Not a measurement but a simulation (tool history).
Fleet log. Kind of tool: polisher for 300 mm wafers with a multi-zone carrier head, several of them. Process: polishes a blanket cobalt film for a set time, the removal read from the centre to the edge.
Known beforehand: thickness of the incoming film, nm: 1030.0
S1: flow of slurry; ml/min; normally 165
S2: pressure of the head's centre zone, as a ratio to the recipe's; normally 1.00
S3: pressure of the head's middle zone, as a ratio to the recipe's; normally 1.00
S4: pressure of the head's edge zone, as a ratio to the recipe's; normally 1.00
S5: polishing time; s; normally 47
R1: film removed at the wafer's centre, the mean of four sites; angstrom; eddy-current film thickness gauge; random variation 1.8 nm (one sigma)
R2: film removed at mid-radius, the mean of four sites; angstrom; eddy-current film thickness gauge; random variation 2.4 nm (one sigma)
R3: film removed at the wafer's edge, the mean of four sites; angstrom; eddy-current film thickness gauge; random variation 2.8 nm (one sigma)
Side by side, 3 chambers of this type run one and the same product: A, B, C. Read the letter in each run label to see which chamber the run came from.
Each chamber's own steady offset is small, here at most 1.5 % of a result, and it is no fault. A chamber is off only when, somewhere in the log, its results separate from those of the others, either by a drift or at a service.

run	hour	S1	S2	S3	S4	S5	R1	R2	R3
1A	4.2	165	1.00	1.00	1.00	47	2033.0	2083.1	2047.1
2B	6.3	165	1.00	1.00	1.00	47	2012.3	2002.2	1991.9
# hour 7.9: chamber B: centre zone pressure recalibrated
3C	8.6	165	1.00	1.00	1.00	47	2001.4	2002.7	2020.5
4C	12.5	165	1.00	1.00	1.00	47	1995.5	2018.2	2034.9
5A	14.4	165	1.00	1.00	1.00	47	2045.7	2082.1	1967.4
6B	17.9	165	1.00	1.00	1.00	47	2008.3	2017.3	2045.4
7B	19.9	165	1.00	1.00	1.00	47	1985.3	2041.3	1998.3
# hour 20.7: chamber C: worn pad replaced by a new one
8A	23.3	225	0.95	1.00	1.00	47	2008.1	2142.7	2064.6
9C	25.4	225	0.95	1.00	1.00	47	1997.2	2104.9	2096.2
10B	28.2	225	0.95	1.00	1.00	47	2009.1	2092.4	2105.5
11A	30.3	165	1.00	1.00	1.11	47	2097.1	2041.4	2106.1
12C	34.0	165	1.00	1.00	1.11	47	2021.0	2052.2	2201.0
13C	37.2	165	1.00	1.00	1.11	47	1995.8	2025.9	2180.6
14A	40.0	165	1.00	1.00	1.00	47	2133.4	2083.9	2038.9
15B	43.5	165	1.00	1.00	1.00	39	1670.4	1672.5	1703.3
16A	45.7	165	1.00	1.00	1.00	39	1782.4	1673.7	1659.0
# hour 47.0: chamber A: worn pad replaced by a new one
17B	48.8	165	1.00	1.00	1.00	39	1656.6	1674.9	1695.9
18C	51.7	165	1.00	1.00	1.00	47	2023.3	2056.9	2037.4
19A	54.5	165	1.00	1.00	1.00	47	2177.8	2055.9	2017.4
20C	56.4	165	1.00	0.93	0.95	47	2031.7	1891.5	2005.9
21B	59.5	165	1.00	0.93	0.95	47	1992.9	1900.9	1946.2
# hour 62.6: chamber B: worn pad replaced by a new one
22C	63.2	165	1.00	0.93	0.95	47	2020.2	1903.1	1947.6
23A	65.9	165	1.00	1.00	1.00	47	2256.0	2052.5	2051.8
24B	68.1	165	1.00	1.00	1.00	47	2032.6	2032.0	2070.7

Which is it: a chamber that has drifted or been left off by a service, a gauge drift common to all chambers, or only each chamber's usual small offset? If a chamber is off, name it and its likeliest cause.

Little by little, chamber A moves away from the other chambers.
Cause: centre zone's pressure above its setpoint, % = 11.

Which of the 4 candidates below, each the usual settings with something changed and its results left as question marks, puts chamber A back in line with what the other chambers give on the usual settings?
Allowed miss from the other chambers' usual-settings mean, per result, to count as in line: R1 64.0 angstrom; R2 84.0 angstrom; R3 96.0 angstrom
25A-1	71.1	160	0.91	1.01	1.03	47	?	?	?
25A-2	71.1	180	1.15	0.98	0.94	48	?	?	?
25A-3	71.1	175	1.09	0.99	0.97	48	?	?	?
25A-4	71.1	155	0.86	1.02	1.05	46	?	?	?

The other chambers' mean on the usual settings: R1 2017.1 angstrom; R2 2029.8 angstrom; R3 2029.3 angstrom
run	R1	R2	R3
25A-1	2044.3	2078.3	2079.7
25A-2	2746.1	2103.0	2057.5
25A-3	2580.2	2113.8	2083.2
25A-4	1869.3	2041.5	2047.1
It is 25A-1 that realigns the chamber with its peers.
